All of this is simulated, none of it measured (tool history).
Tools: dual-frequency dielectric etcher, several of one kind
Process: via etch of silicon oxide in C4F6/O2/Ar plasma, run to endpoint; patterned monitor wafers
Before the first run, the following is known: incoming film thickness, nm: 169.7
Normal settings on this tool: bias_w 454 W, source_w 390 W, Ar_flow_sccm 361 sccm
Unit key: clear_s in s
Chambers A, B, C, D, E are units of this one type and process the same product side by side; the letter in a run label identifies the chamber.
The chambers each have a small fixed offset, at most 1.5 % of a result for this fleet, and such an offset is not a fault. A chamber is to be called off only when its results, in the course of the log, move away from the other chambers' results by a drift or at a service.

| run | hour | bias_w | source_w | Ar_flow_sccm | hours since the last wet clean | hours since the last bias power generator calibration | hours since the last source power generator calibration | hours since the last Ar flow controller change | clear_s |
|---|---|---|---|---|---|---|---|---|---|
| 1C | 3.9 | 454 | 390 | 361 | 298.1 | 2345.6 | 2238.1 | 2326.1 | 39.789 |
| 2E | 11.6 | 454 | 390 | 361 | 186.7 | 4313.9 | 1051.1 | 2081.7 | 40.577 |
| 3B | 15.5 | 454 | 390 | 361 | 348.4 | 2195.3 | 569.5 | 1917.7 | 39.893 |
| 4D | 21.8 | 454 | 390 | 361 | 131.1 | 141.4 | 2172 | 2519.2 | 40.258 |
| 5A | 29.7 | 454 | 390 | 361 | 117 | 2154.3 | 1141.3 | 326 | 39.764 |
| 6E | 33.3 | 454 | 390 | 361 | 208.4 | 4335.6 | 1072.8 | 2103.4 | 39.91 |
|  | 35.9 | chamber B: wet clean of the chamber |
| 7C | 38.7 | 454 | 390 | 361 | 332.9 | 2380.4 | 2272.9 | 2360.9 | 40.202 |
| 8A | 44.7 | 454 | 390 | 361 | 132 | 2169.3 | 1156.3 | 341 | 39.736 |
| 9B | 48.8 | 454 | 390 | 361 | 12.9 | 2228.6 | 602.8 | 1951 | 39.868 |
| 10D | 56.5 | 454 | 390 | 361 | 165.8 | 176.1 | 2206.7 | 2553.9 | 39.996 |
| 11E | 60.6 | 454 | 390 | 361 | 235.7 | 4362.9 | 1100.1 | 2130.7 | 39.947 |
| 12A | 64.4 | 454 | 390 | 361 | 151.7 | 2189 | 1176 | 360.7 | 39.47 |
| 13C | 69.8 | 454 | 390 | 361 | 364 | 2411.5 | 2304 | 2392 | 39.972 |
| 14B | 75.3 | 454 | 390 | 361 | 39.4 | 2255.1 | 629.3 | 1977.5 | 40.077 |
| 15D | 79.9 | 511 | 350 | 361 | 189.2 | 199.5 | 2230.1 | 2577.3 | 39.484 |
| 16E | 83.7 | 511 | 350 | 361 | 258.8 | 4386 | 1123.2 | 2153.8 | 40.197 |
| 17D | 91.2 | 511 | 350 | 361 | 200.5 | 210.8 | 2241.4 | 2588.6 | 39.997 |
| 18B | 98 | 511 | 350 | 361 | 62.1 | 2277.8 | 652 | 2000.2 | 39.729 |
| 19A | 104.6 | 511 | 350 | 361 | 191.9 | 2229.2 | 1216.2 | 400.9 | 38.809 |
| 20C | 108.8 | 454 | 390 | 361 | 403 | 2450.5 | 2343 | 2431 | 39.632 |
| 21B | 115.6 | 454 | 390 | 361 | 79.7 | 2295.4 | 669.6 | 2017.8 | 39.424 |
| 22C | 120.1 | 454 | 390 | 361 | 414.3 | 2461.8 | 2354.3 | 2442.3 | 39.674 |
| 23A | 125.3 | 454 | 300 | 361 | 212.6 | 2249.9 | 1236.9 | 421.6 | 42.502 |
| 24D | 129.6 | 454 | 300 | 361 | 238.9 | 249.2 | 2279.8 | 2627 | 44.083 |
| 25E | 133.1 | 454 | 300 | 361 | 308.2 | 4435.4 | 1172.6 | 2203.2 | 44.153 |
| 26B | 140 | 454 | 300 | 361 | 104.1 | 2319.8 | 694 | 2042.2 | 43.819 |
| 27C | 145.7 | 454 | 300 | 361 | 439.9 | 2487.4 | 2379.9 | 2467.9 | 43.599 |
| 28E | 152.6 | 454 | 390 | 361 | 327.7 | 4454.9 | 1192.1 | 2222.7 | 40.122 |
| 29D | 158 | 454 | 390 | 361 | 267.3 | 277.6 | 2308.2 | 2655.4 | 39.848 |
| 30A | 164.7 | 454 | 390 | 361 | 252 | 2289.3 | 1276.3 | 461 | 38.545 |
| 31B | 168.5 | 454 | 390 | 361 | 132.6 | 2348.3 | 722.5 | 2070.7 | 39.841 |
|  | 172 | chamber C: wet clean of the chamber |
| 32E | 172.5 | 454 | 390 | 361 | 347.6 | 4474.8 | 1212 | 2242.6 | 40.685 |
| 33D | 177.7 | 454 | 390 | 361 | 287 | 297.3 | 2327.9 | 2675.1 | 39.499 |
|  | 178.3 | chamber A: bias power generator calibrated |
| 34A | 184.2 | 454 | 390 | 361 | 271.5 | 6 | 1295.8 | 480.5 | 37.92 |
| 35C | 190.5 | 454 | 390 | 361 | 18.5 | 2532.2 | 2424.7 | 2512.7 | 39.767 |

All 5 chambers run these settings next. Forecast each chamber's results:
| 36A | 196.2 | 454 | 390 | 361 |  |  |  |  | ? |
| 36B | 196.2 | 454 | 390 | 361 |  |  |  |  | ? |
| 36C | 196.2 | 454 | 390 | 361 |  |  |  |  | ? |
| 36D | 196.2 | 454 | 390 | 361 |  |  |  |  | ? |
| 36E | 196.2 | 454 | 390 | 361 |  |  |  |  | ? |

| run | clear_s |
|---|---|
| 36A | 38.019 |
| 36B | 40.06 |
| 36C | 39.89 |
| 36D | 39.719 |
| 36E | 39.867 |
